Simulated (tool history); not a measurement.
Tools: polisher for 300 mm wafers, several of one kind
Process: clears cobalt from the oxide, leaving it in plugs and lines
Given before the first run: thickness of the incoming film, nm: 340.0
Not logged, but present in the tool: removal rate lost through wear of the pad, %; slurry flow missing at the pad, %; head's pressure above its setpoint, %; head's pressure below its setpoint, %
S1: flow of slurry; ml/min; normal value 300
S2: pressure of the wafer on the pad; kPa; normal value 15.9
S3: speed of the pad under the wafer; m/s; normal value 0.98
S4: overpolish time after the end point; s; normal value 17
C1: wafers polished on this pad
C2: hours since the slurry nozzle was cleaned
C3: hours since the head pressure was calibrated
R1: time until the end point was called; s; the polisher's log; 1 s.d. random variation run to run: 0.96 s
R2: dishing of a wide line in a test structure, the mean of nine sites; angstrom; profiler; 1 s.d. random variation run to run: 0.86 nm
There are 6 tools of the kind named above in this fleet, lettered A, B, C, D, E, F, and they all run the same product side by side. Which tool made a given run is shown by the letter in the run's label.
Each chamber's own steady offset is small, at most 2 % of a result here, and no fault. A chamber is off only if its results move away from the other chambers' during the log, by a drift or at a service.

run   hour   S1    S2    S3  S4    C1     C2      C3      R1      R2
       4.2  -- chamber F: worn pad replaced by a new one
 1F    4.7  300  15.9  0.98  17     5  242.2   654.2  71.515  413.82
         7  -- chamber D: worn pad replaced by a new one
 2D    8.8  300  15.9  0.98  17    18  416.4     691  70.208  424.64
 3B     13  300  15.9  0.98  17   361     26   344.3  70.723  427.69
      14.5  -- chamber C: worn pad replaced by a new one
 4E   16.6  300  15.9  0.98  17   926     22   418.9  71.819  414.86
 5C   19.2  300  15.9  0.98  17    46  555.9   510.7  72.034  406.36
 6A   21.4  300  15.9  0.98  17   875    202  1086.1  73.233   411.7
 7C   25.6  300  15.9  0.98  17   110  562.3   517.1  71.192  409.48
 8F   30.1  300  15.9  0.98  17   257  267.6   679.6  70.566  417.81
 9E   33.6  300  15.9  0.98  17  1095     39   435.9  71.046  427.12
10B   36.4  300  15.9  0.98  17   593   49.4   367.7  70.719  427.81
11D   40.9  300  15.9  0.98  17   336  448.5   723.1  72.541  424.16
12A   43.2  300  15.9  0.98  17  1092  223.8  1107.9   72.12  415.05
      45.9  -- chamber A: worn pad replaced by a new one
13E   46.8  300  15.9  0.98  17  1226   52.2   449.1  72.366  438.16
14B   49.8  300  15.9  0.98  17   726   62.8   381.1  71.793  422.33
      52.6  -- chamber E: worn pad replaced by a new one
15F   54.4  300  15.9  0.98  17   498  291.9   703.9  71.517  414.44
      55.6  -- chamber B: worn pad replaced by a new one
16C   57.1  300  15.9  0.98  17   422  593.8   548.6  71.539  410.41
17D   61.4  300  15.9  0.98  17   539    469   743.6  70.469  431.17
18A   64.2  300  15.9  0.98  17   181  244.8  1128.9  72.459  402.95
19F   67.2  300  15.9  0.98  17   625  304.7   716.7  70.462  417.84
      68.2  -- chamber D: worn pad replaced by a new one
      70.7  -- chamber C: worn pad replaced by a new one
20B   71.1  300  15.9  0.98  17   154   84.1   402.4  71.207  424.77
      73.1  -- chamber B: head pressure recalibrated
21C   74.8  300  15.9  0.98  17    41  611.5   566.3  72.771  413.57
        76  -- chamber E: head pressure recalibrated
22E   79.2  300  15.9  0.98  17   264   84.6     3.3  72.237  424.02
23D   82.9  300  15.9  0.98  17   146  490.5   765.1   70.98  445.45
      86.2  -- chamber F: worn pad replaced by a new one
24A   86.5  300  15.9  0.98  17   403  267.1  1151.2  72.098   419.5
25C   88.8  300  15.9  0.98  17   180  625.5   580.3  71.796  421.13
26A   93.3  300  15.9  0.98  17   470  273.9    1158  73.545  412.26
27F   97.7  300  15.9  0.98  17   114  335.2   747.2  69.475  415.38
28E  102.2  300  15.9  0.84  22   492  107.6    26.3  82.872  460.34
29D  106.6  300  15.9  0.84  22   381  514.2   788.8   83.38  430.15
30B  109.7  300  15.9  0.84  22   537  122.7    36.7  84.543   455.4
31C  112.8  300  15.9  0.84  22   418  649.5   604.3  82.209  442.74
32A  116.5  300  15.9  0.84  22   700  297.1  1181.2  84.111   430.7
33B  119.5  300  15.9  0.84  22   634  132.5    46.5  80.912  443.97
34E  122.8  300  15.9  0.98  17   696  128.2    46.9  72.238  417.92
35D  126.9  300  15.9  0.98  17   583  534.5   809.1  72.749  405.91
36F  130.6  300  15.9  0.98  17   440  368.1   780.1  69.926  410.12
37B  135.2  300  15.9  0.98  17   789  148.2    62.2  70.274  422.77

Is one chamber out of step, is the gauge drifting, or do the chambers differ by no more than their own small offsets? For an off chamber, give its letter and the likeliest cause.

All chambers stay in line apart from their small fixed offsets, and the gauge does not drift.
